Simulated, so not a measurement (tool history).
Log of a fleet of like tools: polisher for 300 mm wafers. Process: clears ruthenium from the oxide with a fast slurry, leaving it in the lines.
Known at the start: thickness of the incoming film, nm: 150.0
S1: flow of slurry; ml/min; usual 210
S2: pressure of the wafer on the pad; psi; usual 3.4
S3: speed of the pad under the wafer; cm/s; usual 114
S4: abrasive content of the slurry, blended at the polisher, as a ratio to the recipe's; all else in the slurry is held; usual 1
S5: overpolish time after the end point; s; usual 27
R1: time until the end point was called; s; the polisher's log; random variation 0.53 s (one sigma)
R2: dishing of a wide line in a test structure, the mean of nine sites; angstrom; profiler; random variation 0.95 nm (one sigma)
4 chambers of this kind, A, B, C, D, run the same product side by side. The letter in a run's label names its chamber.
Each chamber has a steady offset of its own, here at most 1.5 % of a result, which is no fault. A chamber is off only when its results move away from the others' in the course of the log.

| run | hour | S1 | S2 | S3 | S4 | S5 | R1 | R2 |
|---|---|---|---|---|---|---|---|---|
| 1A | 7.8 | 210 | 3.4 | 114 | 1 | 27 | 31.2 | 686.75 |
| 2B | 14.4 | 210 | 3.4 | 114 | 1 | 27 | 32.029 | 678.15 |
|  | 27.5 | chamber B: worn pad replaced by a new one |
| 3C | 29.1 | 210 | 3.4 | 114 | 1 | 27 | 31.386 | 683.4 |
|  | 37.2 | chamber B: slurry blender recalibrated |
|  | 40.6 | chamber A: worn pad replaced by a new one |
| 4D | 40.6 | 210 | 3.4 | 114 | 1 | 27 | 31.709 | 677.56 |
|  | 44.9 | chamber D: worn pad replaced by a new one |
|  | 49.6 | chamber C: worn pad replaced by a new one |
| 5C | 55.5 | 210 | 3.4 | 114 | 1 | 27 | 30.579 | 695.29 |
| 6D | 62.2 | 210 | 3.4 | 114 | 1 | 27 | 30.975 | 703.13 |
|  | 65.6 | chamber C: slurry nozzle cleaned |
| 7B | 74.6 | 210 | 3.4 | 114 | 1 | 27 | 31.451 | 683.68 |
| 8A | 89.2 | 210 | 3.4 | 114 | 1 | 27 | 31.558 | 689.42 |
|  | 97.3 | chamber C: head pressure recalibrated |
| 9B | 100.4 | 210 | 3.4 | 114 | 1 | 27 | 30.702 | 668.05 |
|  | 100.6 | chamber B: worn pad replaced by a new one |
|  | 101.3 | chamber A: slurry nozzle cleaned |
|  | 103.2 | chamber D: worn pad replaced by a new one |
| 10A | 110.8 | 210 | 3.4 | 114 | 1 | 27 | 30.899 | 697.83 |
| 11C | 121.4 | 210 | 3.4 | 114 | 1 | 27 | 30.905 | 692.47 |
|  | 123.7 | chamber C: worn pad replaced by a new one |
| 12D | 129.7 | 210 | 3.4 | 114 | 1 | 27 | 31.929 | 691.64 |
|  | 138.9 | chamber A: worn pad replaced by a new one |
|  | 139.4 | chamber C: slurry blender recalibrated |
| 13A | 144.7 | 210 | 3.4 | 114 | 1 | 27 | 30.962 | 680.96 |
| 14C | 152.4 | 210 | 3.4 | 84 | 1 | 27 | 42.121 | 579.87 |
| 15D | 166.3 | 210 | 3.4 | 84 | 1 | 27 | 45.873 | 547.53 |
|  | 170.6 | chamber B: worn pad replaced by a new one |
|  | 179.2 | chamber D: worn pad replaced by a new one |
| 16B | 179.9 | 210 | 3.4 | 84 | 1 | 27 | 42.205 | 567.98 |
| 17B | 188.1 | 210 | 3.4 | 84 | 1 | 27 | 43.202 | 563.29 |
| 18C | 195.2 | 210 | 3.4 | 114 | 1 | 27 | 30.93 | 699.01 |
|  | 197.6 | chamber C: worn pad replaced by a new one |
| 19A | 208.5 | 210 | 3.4 | 114 | 1 | 27 | 31.591 | 677.83 |
|  | 214 | chamber A: slurry blender recalibrated |
| 20D | 217.4 | 210 | 3.4 | 114 | 1 | 27 | 34.98 | 626.06 |
| 21C | 227.3 | 210 | 3.4 | 114 | 1 | 27 | 30.662 | 696.96 |
| 22B | 234 | 210 | 3.4 | 114 | 1 | 27 | 30.075 | 685.95 |
|  | 237.5 | chamber D: worn pad replaced by a new one |
|  | 245.1 | chamber A: worn pad replaced by a new one |
| 23D | 247.8 | 210 | 3.4 | 114 | 1 | 27 | 38.467 | 627.05 |
|  | 252.8 | chamber A: head pressure recalibrated |
| 24A | 254.5 | 140 | 3.4 | 114 | 1 | 27 | 33.554 | 670.23 |

Next, every chamber runs the same settings. What will each give?
| 25A | 265.4 | 210 | 3 | 114 | 1 | 27 | ? | ? |
| 25B | 265.4 | 210 | 3 | 114 | 1 | 27 | ? | ? |
| 25C | 265.4 | 210 | 3 | 114 | 1 | 27 | ? | ? |
| 25D | 265.4 | 210 | 3 | 114 | 1 | 27 | ? | ? |

| run | R1 | R2 |
|---|---|---|
| 25A | 35.546 | 637.08 |
| 25B | 35.689 | 620.62 |
| 25C | 34.671 | 647.04 |
| 25D | 44.779 | 558.51 |
